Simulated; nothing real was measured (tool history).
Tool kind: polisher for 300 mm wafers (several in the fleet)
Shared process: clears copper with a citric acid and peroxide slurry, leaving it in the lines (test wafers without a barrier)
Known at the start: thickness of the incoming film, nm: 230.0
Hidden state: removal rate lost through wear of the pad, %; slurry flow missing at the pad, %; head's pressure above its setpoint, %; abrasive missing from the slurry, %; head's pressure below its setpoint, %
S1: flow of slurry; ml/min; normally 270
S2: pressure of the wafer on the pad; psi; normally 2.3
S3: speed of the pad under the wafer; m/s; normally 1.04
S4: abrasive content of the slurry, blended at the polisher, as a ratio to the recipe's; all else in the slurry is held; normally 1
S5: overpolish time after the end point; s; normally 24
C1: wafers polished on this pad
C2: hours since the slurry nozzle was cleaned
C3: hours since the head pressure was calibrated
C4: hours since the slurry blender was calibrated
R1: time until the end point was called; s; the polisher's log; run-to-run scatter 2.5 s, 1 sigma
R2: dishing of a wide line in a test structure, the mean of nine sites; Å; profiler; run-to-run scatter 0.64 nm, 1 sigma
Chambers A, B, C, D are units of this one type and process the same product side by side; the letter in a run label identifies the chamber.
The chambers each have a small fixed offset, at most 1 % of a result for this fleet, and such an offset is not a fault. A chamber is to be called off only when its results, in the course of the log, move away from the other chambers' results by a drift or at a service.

run,hour,S1,S2,S3,S4,S5,C1,C2,C3,C4,R1,R2
1D,5.2,270,2.3,1.04,1,24,750,315.4,149.2,76.2,131.32,293.86
2B,9.8,270,2.3,1.04,1,24,584,82.4,153.3,119.1,133.84,276.17
3C,13.3,270,2.3,1.04,1,24,569,392.2,692.7,222.3,136.41,281.14
# hour 19.1: chamber D: worn pad replaced by a new one
4A,20.3,270,2.3,1.04,1,24,401,442.4,999.7,44.3,132.49,270.08
# hour 27.2: chamber D: slurry nozzle cleaned
5D,27.4,270,2.3,1.04,1,24,84,0.3,171.4,98.4,135.57,294.44
6C,33.2,270,2.3,1.04,1,24,770,412.1,712.6,242.2,133.32,282.19
7A,39.9,270,2.3,1.04,1,24,598,462,1019.3,63.9,134.03,279.66
# hour 42.4: chamber C: slurry blender recalibrated
8B,46.8,270,2.3,1.04,1,24,957,119.4,190.3,156.1,128.33,283.53
9A,52.1,315,2.7,1.04,1,24,721,474.2,1031.5,76.1,113.76,320.16
10B,57.4,315,2.7,1.04,1,24,1064,130,200.9,166.7,114.33,340.37
# hour 62: chamber B: worn pad replaced by a new one
11D,63.6,315,2.7,1.04,1,24,449,36.5,207.6,134.6,114.41,347.89
# hour 68.2: chamber A: worn pad replaced by a new one
12C,70.3,315,2.7,1.04,1,24,1144,449.2,749.7,28,114.24,324.35
# hour 72.7: chamber C: worn pad replaced by a new one
13A,77.1,270,2.3,1.04,1,24,90,499.2,1056.5,101.1,131.04,274.71
14B,80.5,270,2.3,1.04,1,24,186,153.1,224,189.8,132.32,290.38
15C,86.5,270,2.3,1.04,1,24,139,465.4,765.9,44.2,136.61,278.9
16D,89.9,270,2.3,1.04,1,24,714,62.8,233.9,160.9,130.55,283.49
17A,93.7,270,2.3,1.04,1,24,257,515.8,1073.1,117.7,134.93,278.09
18C,100.2,270,2.3,1.04,1,24,277,479.1,779.6,57.9,132.37,289.72
19B,106.6,270,2.3,1.04,1,24,450,179.2,250.1,215.9,135.15,277.74
20D,112.5,270,2.3,1.04,1,24,942,85.4,256.5,183.5,135.65,278.7
# hour 114.8: chamber D: slurry blender recalibrated
# hour 117.1: chamber D: worn pad replaced by a new one
21B,118.8,270,2.3,1.04,1,24,573,191.4,262.3,228.1,136.15,271.13
22C,124.7,270,2.3,1.04,1,24,524,503.6,804.1,82.4,133.47,276.23
23D,128.1,270,2.3,1.04,1,24,111,101,272.1,13.3,133.12,288.38
24A,133.1,270,2.3,1.04,1,24,655,555.2,1112.5,157.1,131.15,288.68
25B,137.2,270,2.3,1.04,1,24,758,209.8,280.7,246.5,132.47,275.04
26A,140.5,270,2.3,1.04,1,24,729,562.6,1119.9,164.5,134.88,301.79
27C,146.6,270,2.3,1.04,1,24,745,525.5,826,104.3,139.43,278.93
28D,152.1,270,2.3,1.04,1,24,353,125,296.1,37.3,138.2,280.67
# hour 153.5: chamber C: slurry nozzle cleaned
# hour 154.3: chamber A: worn pad replaced by a new one
# hour 154.6: chamber B: worn pad replaced by a new one
29A,158.7,270,2.3,1.04,1,24,44,580.8,1138.1,182.7,134.66,277.05
30C,164.5,270,2.3,1.04,1,24,925,11,843.9,122.2,133.45,279.42
31B,168,270,2.3,1.04,1,24,135,240.6,311.5,277.3,136.27,280.27
32D,175.2,270,2.3,1.04,1,24,586,148.1,319.2,60.4,130.97,285.27

Next, every chamber runs the same settings. What will each give?
33A,180.4,270,1.8,1.04,1,24,,,,,?,?
33B,180.4,270,1.8,1.04,1,24,,,,,?,?
33C,180.4,270,1.8,1.04,1,24,,,,,?,?
33D,180.4,270,1.8,1.04,1,24,,,,,?,?

run,R1,R2
33A,164.85,237.27
33B,169.67,224.29
33C,170.28,229.26
33D,169.17,236.56

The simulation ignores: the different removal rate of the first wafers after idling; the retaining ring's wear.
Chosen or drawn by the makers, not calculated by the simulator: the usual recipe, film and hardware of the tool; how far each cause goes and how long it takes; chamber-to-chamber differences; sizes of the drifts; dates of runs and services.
